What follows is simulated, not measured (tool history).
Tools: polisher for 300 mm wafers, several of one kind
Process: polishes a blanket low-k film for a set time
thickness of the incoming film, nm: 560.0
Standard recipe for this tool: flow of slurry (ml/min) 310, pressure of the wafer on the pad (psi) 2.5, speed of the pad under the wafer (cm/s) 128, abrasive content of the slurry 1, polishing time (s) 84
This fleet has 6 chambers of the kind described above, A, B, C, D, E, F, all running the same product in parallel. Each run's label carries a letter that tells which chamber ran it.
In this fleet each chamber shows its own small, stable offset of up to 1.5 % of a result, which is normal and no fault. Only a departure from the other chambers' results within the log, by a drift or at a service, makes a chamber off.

run   hour  flow of slurry (ml/min)  pressure of the wafer on the pad (psi)  speed of the pad under the wafer (cm/s)  abrasive content of the slurry  polishing time (s)  wafers polished on this pad  hours since the slurry nozzle was cleaned  hours since the head pressure was calibrated  hours since the slurry blender was calibrated  hours since the conditioning disc was replaced  film removed (angstrom)
       0.7  -- chamber B: worn pad replaced by a new one
       5.7  -- chamber C: slurry blender recalibrated
 1A    9.7                      310                                     2.5                                      128                               1                  84                          235                                      581.3                                          61.4                                          177.8                                            49.9                   569.16
      18.6  -- chamber C: worn pad replaced by a new one
      23.8  -- chamber E: slurry blender recalibrated
      24.3  -- chamber F: head pressure recalibrated
 2B   24.3                      310                                     2.5                                      128                               1                  84                          311                                      275.8                                         407.9                                          193.2                                           254.1                   569.53
      25.3  -- chamber E: worn pad replaced by a new one
        29  -- chamber F: slurry blender recalibrated
 3F   34.1                      310                                     2.5                                      128                               1                  84                          876                                         36                                           9.8                                            5.1                                            89.8                    571.8
      35.1  -- chamber A: slurry blender recalibrated
 4C   47.3                      310                                     2.5                                      128                               1                  84                          378                                      133.8                                         123.3                                           41.6                                           158.4                   572.94
 5D   63.2                      310                                     2.5                                      128                             1.1                  84                          945                                      619.5                                         728.7                                          282.9                                            79.1                   588.39
 6E   71.2                      310                                     2.5                                      128                             1.1                  84                          603                                        275                                         197.6                                           47.5                                           299.4                   606.17
      72.7  -- chamber F: worn pad replaced by a new one
      76.4  -- chamber A: worn pad replaced by a new one
 7B   78.2                      310                                     2.5                                      128                             1.1                  84                         1019                                      329.7                                         461.8                                          247.1                                             308                   593.62
      79.8  -- chamber D: worn pad replaced by a new one
      83.1  -- chamber D: slurry blender recalibrated
      90.9  -- chamber A: conditioning disc replaced and pad reconditioned
      92.2  -- chamber D: conditioning disc replaced and pad reconditioned
 8E     94                      310                                     2.5                                      128                             1.1                  84                          902                                      297.8                                         220.4                                           70.3                                           322.2                   596.66
     104.3  -- chamber B: worn pad replaced by a new one
 9D  108.4                      310                                     2.5                                      128                             1.1                  84                          375                                      664.7                                         773.9                                           25.4                                            16.3                   588.97
     114.1  -- chamber C: worn pad replaced by a new one
     116.1  -- chamber E: worn pad replaced by a new one
10A  122.3                      310                                     2.5                                      128                             1.1                  84                          604                                      693.9                                           174                                           87.2                                            31.5                   594.09
11F  130.1                      310                                     2.5                                      128                               1                  84                          755                                        132                                         105.8                                          101.1                                           185.8                   581.28
12C  141.9                      310                                     2.5                                      128                               1                  84                          365                                      228.4                                         217.9                                          136.2                                             253                   574.88
     151.4  -- chamber E: conditioning disc replaced and pad reconditioned
       153  -- chamber D: slurry nozzle cleaned
13B    157                      310                                     2.5                                      128                               1                  84                          693                                      408.5                                         540.6                                          325.9                                           386.8                   577.28
14D    167                      310                                     2.5                                      128                               1                  84                         1146                                       14.1                                         832.5                                             84                                            74.9                   582.29
     168.2  -- chamber F: worn pad replaced by a new one
     168.4  -- chamber D: head pressure recalibrated
     175.1  -- chamber B: slurry nozzle cleaned
15F  175.9                      310                                     2.5                                      128                               1                  84                          101                                      177.8                                         151.6                                          146.9                                           231.6                   578.45
     178.2  -- chamber F: conditioning disc replaced and pad reconditioned
     178.3  -- chamber D: worn pad replaced by a new one
       187  -- chamber A: worn pad replaced by a new one
16C  189.1                      310                                     2.5                                      128                               1                  84                          985                                      275.6                                         265.1                                          183.4                                           300.2                   567.15
     198.7  -- chamber D: conditioning disc replaced and pad reconditioned
17E  203.6                      310                                     3.3                                      146                               1                  84                         1150                                      407.4                                           330                                          179.9                                            52.3                   837.25
     206.4  -- chamber B: worn pad replaced by a new one
18A  210.8                      310                                     3.3                                      146                               1                  84                          312                                      782.4                                         262.5                                          175.7                                             120                   837.36
     211.8  -- chamber A: slurry blender recalibrated
19A  218.6                      310                                     3.3                                      146                               1                  84                          415                                      790.2                                         270.3                                            6.8                                           127.8                   830.93
     222.4  -- chamber C: worn pad replaced by a new one
     224.3  -- chamber B: slurry blender recalibrated
     225.2  -- chamber E: worn pad replaced by a new one
20E  226.3                      310                                     3.3                                      146                               1                  84                           15                                      430.1                                         352.7                                          202.6                                              75                   853.71
21F  235.7                      310                                     3.3                                      146                               1                  84                          887                                      237.6                                         211.4                                          206.7                                            57.6                   851.82
     246.2  -- chamber A: conditioning disc replaced and pad reconditioned
22C  249.8                      310                                     3.3                                      146                               1                  84                          360                                      336.3                                         325.8                                          244.1                                           360.9                   837.65
       250  -- chamber C: slurry nozzle cleaned
     252.8  -- chamber A: slurry nozzle cleaned
23B  257.9                      310                                     2.5                                      158                               1                  84                          677                                       82.8                                         641.5                                           33.6                                           487.7                   678.33
     263.3  -- chamber F: slurry nozzle cleaned
     267.4  -- chamber E: slurry blender recalibrated
     269.5  -- chamber F: worn pad replaced by a new one
24D  273.1                      310                                     2.5                                      158                               1                  84                         1246                                      120.2                                         104.8                                          190.1                                            74.4                   611.53
     280.7  -- chamber C: slurry blender recalibrated
25F  287.1                      310                                     2.5                                      158                               1                  84                          232                                       23.9                                         262.8                                          258.1                                             109                   682.34
     288.8  -- chamber D: worn pad replaced by a new one
     293.1  -- chamber A: worn pad replaced by a new one
     295.6  -- chamber B: worn pad replaced by a new one
     296.3  -- chamber B: conditioning disc replaced and pad reconditioned
26C  297.3                      310                                     2.5                                      158                               1                  84                          985                                       47.3                                         373.3                                           16.7                                           408.4                   678.37
     297.7  -- chamber E: slurry nozzle cleaned
27D  312.5                      310                                     2.5                                      158                               1                  84                          312                                      159.6                                         144.2                                          229.5                                           113.8                   599.13
     322.1  -- chamber D: conditioning disc replaced and pad reconditioned
     322.6  -- chamber C: worn pad replaced by a new one
28E  324.7                      310                                     2.5                                      158                               1                  84                         1308                                       27.1                                         451.1                                           57.4                                           173.4                   679.93
       328  -- chamber D: slurry blender recalibrated
     330.5  -- chamber E: worn pad replaced by a new one
       334  -- chamber F: head pressure recalibrated
29A    336                      310                                     2.5                                      128                               1                  84                          564                                       83.3                                         387.7                                          124.2                                            89.9                   567.66
30B  345.4                      310                                     2.5                                      128                               1                  84                          655                                      170.3                                           729                                          121.1                                            49.1                   573.21
     355.6  -- chamber F: worn pad replaced by a new one
31D  356.4                      310                                     2.5                                      128                               1                  84                          889                                      203.5                                         188.1                                           28.4                                            34.3                   518.83
32F  366.7                      310                                     2.5                                      128                               1                  84                          146                                      103.5                                          32.7                                          337.7                                           188.6                   563.04
     378.8  -- chamber D: worn pad replaced by a new one
33A  382.2                      310                                     2.5                                      128                               1                  84                         1171                                      129.5                                         433.9                                          170.4                                           136.1                    568.8
34B  389.5                      310                                     2.5                                      128                               1                  84                         1235                                      214.4                                         773.1                                          165.2                                            93.2                   577.31
     395.3  -- chamber B: worn pad replaced by a new one
     400.9  -- chamber A: worn pad replaced by a new one
     401.3  -- chamber F: conditioning disc replaced and pad reconditioned
35E  402.6                      310                                     2.5                                      128                               1                  84                          947                                        105                                           529                                          135.3                                           251.3                   588.96
     408.6  -- chamber A: conditioning disc replaced and pad reconditioned
36C  412.4                      310                                     2.5                                      128                               1                  84                         1180                                      162.4                                         488.4                                          131.8                                           523.5                   572.24
37F    425                      310                                     2.5                                      128                               1                  84                          912                                      161.8                                            91                                            396                                            23.8                   564.48
     426.8  -- chamber C: worn pad replaced by a new one
     433.2  -- chamber E: worn pad replaced by a new one
38B  434.1                      310                                     2.5                                      128                               1                  84                          510                                        259                                         817.7                                          209.8                                           137.8                   566.54
     434.3  -- chamber A: slurry blender recalibrated
39C    445                      310                                     2.5                                      128                               1                  84                          240                                        195                                           521                                          164.4                                           556.1                   569.23
     446.7  -- chamber D: conditioning disc replaced and pad reconditioned
       454  -- chamber E: conditioning disc replaced and pad reconditioned
40A  456.6                      310                                     2.5                                      128                               1                  84                          732                                      203.9                                         508.3                                           22.4                                              48                   573.76
     462.4  -- chamber D: worn pad replaced by a new one
41D  469.5                      310                                     2.5                                      128                               1                  84                           94                                      316.6                                         301.2                                          141.5                                            22.8                   508.36
42E  481.4                      310                                     2.5                                      128                               1                  84                          633                                      183.8                                         607.8                                          214.1                                            27.4                   566.71

Is one chamber out of step, is the gauge drifting, or do the chambers differ by no more than their own small offsets? For an off chamber, give its letter and the likeliest cause.

After it was serviced, chamber D no longer matches the other chambers.
What lies behind it: head's pressure below its setpoint, % = 11.

Here are 4 candidates for chamber D's next run, each the usual settings with a change, their results left as question marks. Which one brings its results back in line with what the others give on the usual settings?
In line here means within this much of the mean the other chambers give on the usual settings: film removed (angstrom) 21
43D-1  492.9                      310                                     2.3                                      122                               1                  84                                                                                                                                                                                                                                             ?
43D-2  492.9                      310                                     2.3                                      120                            0.95                  78                                                                                                                                                                                                                                             ?
43D-3  492.9                      310                                     2.7                                      138                               1                  92                                                                                                                                                                                                                                             ?
43D-4  492.9                      310                                     2.7                                      134                               1                  84                                                                                                                                                                                                                                             ?

Other chambers, usual settings, mean: film removed (angstrom) 574.88
  run  film removed (angstrom)
43D-1                   452.54
43D-2                   405.03
43D-3                   640.85
43D-4                   571.67
Change 43D-4 lands the chamber within the allowed miss of the other chambers.
